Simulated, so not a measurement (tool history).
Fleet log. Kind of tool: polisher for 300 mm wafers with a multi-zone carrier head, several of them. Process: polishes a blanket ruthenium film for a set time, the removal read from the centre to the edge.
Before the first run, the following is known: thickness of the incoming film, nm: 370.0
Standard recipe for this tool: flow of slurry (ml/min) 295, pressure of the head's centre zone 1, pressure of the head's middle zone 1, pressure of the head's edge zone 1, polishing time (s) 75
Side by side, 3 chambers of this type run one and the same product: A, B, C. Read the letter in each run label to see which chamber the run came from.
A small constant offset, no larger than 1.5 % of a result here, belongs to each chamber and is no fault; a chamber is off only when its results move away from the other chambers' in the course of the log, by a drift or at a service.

run	hour	flow of slurry (ml/min)	pressure of the head's centre zone	pressure of the head's middle zone	pressure of the head's edge zone	polishing time (s)	wafers polished on this pad	hours since the slurry nozzle was cleaned	hours since the centre zone pressure was calibrated	hours since the edge zone pressure was calibrated	film removed at the wafer's centre (angstrom)	film removed at mid-radius (angstrom)	film removed at the wafer's edge (angstrom)
1C	9.1	295	1	1	1	75	733	114	323.6	238.5	983.97	991.39	968.88
# hour 13.6: chamber A: worn pad replaced by a new one
2A	14.6	295	1	1	1	75	14	416.1	257	134.4	958.12	965.94	991.64
3B	20.9	295	1	1	1	75	1428	347.9	1045.6	258.4	1001.7	982.49	981.79
4C	26.9	295	1	1	1	75	964	131.8	341.4	256.3	993.56	986.27	966.24
# hour 32.2: chamber B: worn pad replaced by a new one
# hour 35.7: chamber C: worn pad replaced by a new one
5B	36.9	295	1	1	1	75	61	363.9	1061.6	274.4	991.74	1000.7	991.63
6A	42.1	295	1	1	1	75	371	443.6	284.5	161.9	978.46	993.73	983.1
7C	51.6	295	1	1	1	75	207	156.5	366.1	281	998.08	970.47	974.79
# hour 62: chamber C: centre zone pressure recalibrated
8B	62.2	295	1	1	1	75	390	389.2	1086.9	299.7	988.99	975.02	989.24
9A	69.9	295	1	1	1	75	732	471.4	312.3	189.7	1001.4	1012.1	985.3
10A	81.6	295	1	1	1	75	884	483.1	324	201.4	972.22	1011.4	987.97
11C	90.3	295	1	1	1	75	709	195.2	28.3	319.7	993.96	971.5	978.39
# hour 90.9: chamber A: worn pad replaced by a new one
12B	101.6	295	1	1	1	75	901	428.6	1126.3	339.1	981.12	996.04	988.08
13C	107.5	295	1	1	1	75	933	212.4	45.5	336.9	998.61	970.29	979.69
# hour 108.2: chamber C: worn pad replaced by a new one
# hour 109.1: chamber B: slurry nozzle cleaned
14A	117.6	295	1	1	1	75	347	519.1	360	237.4	993.52	988.9	972.86
15B	126.5	295	1	1	1	75	1225	17.5	1151.2	364	984.03	996.84	985.82
16C	132.8	295	1	1	1	75	319	237.7	70.8	362.2	959.66	968.8	977.06
# hour 136.5: chamber B: worn pad replaced by a new one
# hour 138.4: chamber B: centre zone pressure recalibrated
17B	142.8	295	0.96	1	1	56	81	33.8	4.5	380.3	836.92	727	744.47
18A	150.8	295	0.96	1	1	56	778	552.3	393.2	270.6	710.11	744.16	737.21
# hour 154.9: chamber A: slurry nozzle cleaned
19B	158.1	295	0.96	1	1	56	280	49.1	19.8	395.6	830.45	716.57	738.61
20C	169.1	295	1	1	1	75	791	274	107.1	398.5	978.56	971.42	962.26
# hour 174: chamber C: worn pad replaced by a new one
# hour 177.3: chamber A: worn pad replaced by a new one
21A	177.9	295	1	1	1	75	8	23.1	420.3	297.7	1005.8	985.45	982.61
22A	188.4	295	1	1	1	75	144	33.6	430.8	308.2	952.57	989.95	976.92
23B	199.8	295	1	1	1	75	821	90.8	61.5	437.3	1111.9	993.77	981.65
24C	207.4	295	1	1	1	75	433	312.3	145.4	436.8	971.47	985.13	957.88
25B	214.5	295	1	1	1	75	1012	105.5	76.2	452	1125.4	978.12	984.66
26C	223	295	1	1	1	75	636	327.9	161	452.4	990.75	994.85	964.53
27A	231.4	295	1	1	1	75	703	76.6	473.8	351.2	981.24	1005.6	1000.8
28A	242.1	295	1	1	1	75	841	87.3	484.5	361.9	969.29	984.25	980.86
# hour 247.2: chamber C: edge zone pressure recalibrated
# hour 248.1: chamber C: worn pad replaced by a new one
29C	250.9	390	1	0.88	1	75	36	355.8	188.9	3.8	1003.5	882.66	992.86
30B	260.5	390	1	0.88	1	75	1610	151.5	122.2	498	1140	892.91	1024.1
# hour 263.8: chamber B: worn pad replaced by a new one
# hour 266.3: chamber A: worn pad replaced by a new one
31A	266.7	390	1	0.88	1	75	5	111.9	509.1	386.5	965.73	916.35	1013.1
32B	274.4	295	1	1	1	75	137	165.4	136.1	511.9	1126.2	991.86	975.72
33C	281.3	295	1	1	1	75	431	386.2	219.3	34.2	975.78	967.13	965.73
34A	287.8	245	1	1	0.93	75	279	133	530.2	407.6	969.13	978.08	921.6
35C	298.3	245	1	1	0.93	75	651	403.2	236.3	51.2	973.24	951.56	926.51
36B	307.5	245	1	1	0.93	75	567	198.5	169.2	545	1092.8	956.42	930.59
37A	318.4	295	1	1	1	75	677	163.6	560.8	438.2	954.92	957.38	1002.3
38C	327.8	295	1	1	1	75	1034	432.7	265.8	80.7	993.68	1004.9	968.54
# hour 329.3: chamber C: worn pad replaced by a new one
39B	336.3	295	1	1	1	75	941	227.3	198	573.8	1116.2	968.09	977
40B	342.9	295	1	1	1	75	1027	233.9	204.6	580.4	1123.3	986.39	973.77
41A	348.6	295	1	1.1	1	75	1069	193.8	591	468.4	969.79	1067.5	993.55
42C	354.8	295	1	1.1	1	75	332	459.7	292.8	107.7	965.93	1076.2	974.72
43C	365.1	295	1	1.1	1	75	465	470	303.1	118	979.52	1048.2	990.21

Read the log: is a single chamber off, either drifting away or since a service, is the gauge that measures every chamber drifting, or is nothing wrong beyond small per-chamber offsets? Name any odd chamber and what most likely caused it.

Chamber B came out of a service off from its peers and stayed that way.
Cause: centre zone's pressure above its setpoint, % = 12.

Which of the 4 candidates below, each the usual settings with something changed and its results left as question marks, puts chamber B back in line with what the other chambers give on the usual settings?
Maximum distance from the other chambers' mean on the usual settings for a result to count as in line: film removed at the wafer's centre (angstrom) 50; film removed at mid-radius (angstrom) 44; film removed at the wafer's edge (angstrom) 31
44B-1	373.5	285	0.89	1.03	1.04	74					?	?	?
44B-2	373.5	280	0.83	1.05	1.07	72					?	?	?
44B-3	373.5	315	1.17	0.92	0.9	80					?	?	?
44B-4	373.5	305	1.11	0.97	0.96	76					?	?	?

The other chambers' mean on the usual settings: film removed at the wafer's centre (angstrom) 981.9; film removed at mid-radius (angstrom) 987.27; film removed at the wafer's edge (angstrom) 981.39
run	film removed at the wafer's centre (angstrom)	film removed at mid-radius (angstrom)	film removed at the wafer's edge (angstrom)
44B-1	974.96	994.99	991.03
44B-2	877.86	983.89	977.56
44B-3	1426.4	978.2	1002.7
44B-4	1277.6	972.5	981.51
Change 44B-1 lands the chamber within the allowed miss of the other chambers.

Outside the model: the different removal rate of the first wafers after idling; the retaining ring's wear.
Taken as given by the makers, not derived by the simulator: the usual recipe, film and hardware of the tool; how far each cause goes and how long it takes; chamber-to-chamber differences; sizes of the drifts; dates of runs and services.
